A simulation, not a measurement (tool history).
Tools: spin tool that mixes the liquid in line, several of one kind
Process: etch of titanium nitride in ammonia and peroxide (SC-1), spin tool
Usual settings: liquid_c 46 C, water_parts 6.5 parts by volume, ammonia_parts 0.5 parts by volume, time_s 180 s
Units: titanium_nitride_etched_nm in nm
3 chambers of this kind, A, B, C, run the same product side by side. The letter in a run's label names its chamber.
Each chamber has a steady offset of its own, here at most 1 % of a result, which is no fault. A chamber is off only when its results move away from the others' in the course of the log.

run   hour  liquid_c  water_parts  ammonia_parts  time_s  hours since the thermometer was replaced  hours since the ammonia flow meter was replaced  hours since the heated supply line was repaired  hours since the drum of ammonia solution was connected  read-back film thickness of the titanium nitride reference wafer, read on the same gauge (nm)  titanium_nitride_etched_nm
 1C   10.7        46          6.5            0.5     180                                      1333                                           1129.6                                           2009.2                                                   987.6                                                                                         120.01                      9.3188
 2A   17.8        46          6.5            0.5     180                                     409.8                                            601.6                                            670.8                                                   141.2                                                                                         120.01                      9.2057
 3B   26.3        46          6.5            0.5     180                                    1078.4                                            577.1                                            354.2                                                   356.6                                                                                            120                      9.3245
 4A   33.5        46          6.5            0.5     180                                     425.5                                            617.3                                            686.5                                                   156.9                                                                                         120.01                      9.1215
 5C   47.7        46          6.5            0.5     180                                      1370                                           1166.6                                           2046.2                                                  1024.6                                                                                         119.98                      9.2953
 6B   58.6      38.5            5            0.5     180                                    1110.7                                            609.4                                            386.5                                                   388.9                                                                                            120                      6.1147
 7C   65.3      38.5            5            0.5     180                                    1387.6                                           1184.2                                           2063.8                                                  1042.2                                                                                            120                      6.0954
 8A   76.4      38.5            5            0.5     180                                     468.4                                            660.2                                            729.4                                                   199.8                                                                                         119.99                      6.0959
 9B   90.2        46          6.5            0.5     180                                    1142.3                                              641                                            418.1                                                   420.5                                                                                            120                      9.2548
10B    101        46          6.5            0.5     180                                    1153.1                                            651.8                                            428.9                                                   431.3                                                                                         120.02                      9.2158
11C  114.8        46          6.5            0.5     180                                    1437.1                                           1233.7                                           2113.3                                                  1091.7                                                                                         119.97                      9.2853
12A  127.8      53.5            8            0.5     180                                     519.8                                            711.6                                            780.8                                                   251.2                                                                                         119.99                      14.166
13C  140.9      53.5            8            0.5     180                                    1463.2                                           1259.8                                           2139.4                                                  1117.8                                                                                         120.01                      14.201
14B  155.5      53.5            8            0.5     180                                    1207.6                                            706.3                                            483.4                                                   485.8                                                                                         120.01                      14.083
15A  164.8        46          6.5            0.5     180                                     556.8                                            748.6                                            817.8                                                   288.2                                                                                         119.97                      9.2948
16B  171.7        46          6.5            0.5     180                                    1223.8                                            722.5                                            499.6                                                     502                                                                                         119.98                      9.1571
     173.3  -- chamber C: new drum of ammonia solution connected
     183.9  -- chamber B: new drum of ammonia solution connected
17A  185.2        46          6.5            0.5     180                                     577.2                                              769                                            838.2                                                   308.6                                                                                         119.99                      9.2753
18C    197        46          6.5            0.5     180                                    1519.3                                           1315.9                                           2195.5                                                    23.8                                                                                         119.99                      9.3453
19A  207.9        46          6.5            0.5     180                                     599.9                                            791.7                                            860.9                                                   331.3                                                                                         119.98                      9.2123
     215.2  -- chamber A: heated supply line repaired
20C  216.1        46          6.5            0.5     180                                    1538.4                                             1335                                           2214.6                                                    42.9                                                                                         120.02                      9.1867
21B  227.7        46          6.5            0.5     180                                    1279.8                                            778.5                                            555.6                                                    43.8                                                                                         119.99                      9.0435
22A  236.2        46          6.5            0.5     180                                     628.2                                              820                                             21.1                                                   359.6                                                                                            120                      9.3895
23C  247.5        46          6.5            0.5     180                                    1569.8                                           1366.4                                             2246                                                    74.3                                                                                         120.02                      9.3589
24B  254.7        46          6.5            0.5     180                                    1306.8                                            805.5                                            582.6                                                    70.8                                                                                         119.99                       8.967
25B  261.5        46          6.5            0.5     180                                    1313.6                                            812.3                                            589.4                                                    77.6                                                                                         119.99                      9.0758
26C    274        46          6.5            0.5     180                                    1596.3                                           1392.9                                           2272.5                                                   100.8                                                                                         119.99                      9.4003
27A  284.1        46            5            0.5     180                                     676.1                                            867.9                                               69                                                   407.5                                                                                         119.98                      10.508
28A  291.8        46            5            0.5     180                                     683.8                                            875.6                                             76.7                                                   415.2                                                                                         120.02                      10.492
29C  305.7        46            5            0.5     180                                      1628                                           1424.6                                           2304.2                                                   132.5                                                                                         120.02                      10.575
30B  312.7        46          6.5            0.5     180                                    1364.8                                            863.5                                            640.6                                                   128.8                                                                                         120.03                      8.7414
31A  322.9        46          6.5            0.5     180                                     714.9                                            906.7                                            107.8                                                   446.3                                                                                         120.03                      9.2189
32C    330        46          6.5            0.5     180                                    1652.3                                           1448.9                                           2328.5                                                   156.8                                                                                            120                      9.3272
33B  342.3        46          6.5            0.5     180                                    1394.4                                            893.1                                            670.2                                                   158.4                                                                                         119.96                       8.661
34B  354.8        46          6.5            0.5     180                                    1406.9                                            905.6                                            682.7                                                   170.9                                                                                         120.01                      8.7781
35A  362.3        46          6.5            0.5     180                                     754.3                                            946.1                                            147.2                                                   485.7                                                                                         119.96                      9.2724
36C  376.6        46          6.5           0.65     180                                    1698.9                                           1495.5                                           2375.1                                                   203.4                                                                                         120.02                      9.6793
37A  389.3        46          6.5           0.65     180                                     781.3                                            973.1                                            174.2                                                   512.7                                                                                         120.04                      9.5352
38B  396.9        46          6.5           0.65     180                                      1449                                            947.7                                            724.8                                                     213                                                                                         119.99                      9.1053
39C  405.8        46          6.5            0.5     180                                    1728.1                                           1524.7                                           2404.3                                                   232.6                                                                                         120.01                      9.2605
40C  415.9        46          6.5            0.5     180                                    1738.2                                           1534.8                                           2414.4                                                   242.7                                                                                            120                      9.1937
     421.7  -- chamber C: heated supply line repaired
41B  427.4        46          6.5            0.5     180                                    1479.5                                            978.2                                            755.3                                                   243.5                                                                                         120.02                      8.6451
42A  437.7        46          6.5            0.5     180                                     829.7                                           1021.5                                            222.6                                                   561.1                                                                                         120.04                       9.081
43C  447.1        46          6.5            0.5     180                                    1769.4                                             1566                                             25.5                                                   273.9                                                                                         120.02                        9.21

All 3 chambers run these settings next. Forecast each chamber's results:
44A  457.5        46          6.5            0.5     180                                                                                                                                                                                                                                                                                                                              ?
44B  457.5        46          6.5            0.5     180                                                                                                                                                                                                                                                                                                                              ?
44C  457.5        46          6.5            0.5     180                                                                                                                                                                                                                                                                                                                              ?

run  titanium_nitride_etched_nm
44A                      9.2106
44B                      8.6315
44C                      9.2489
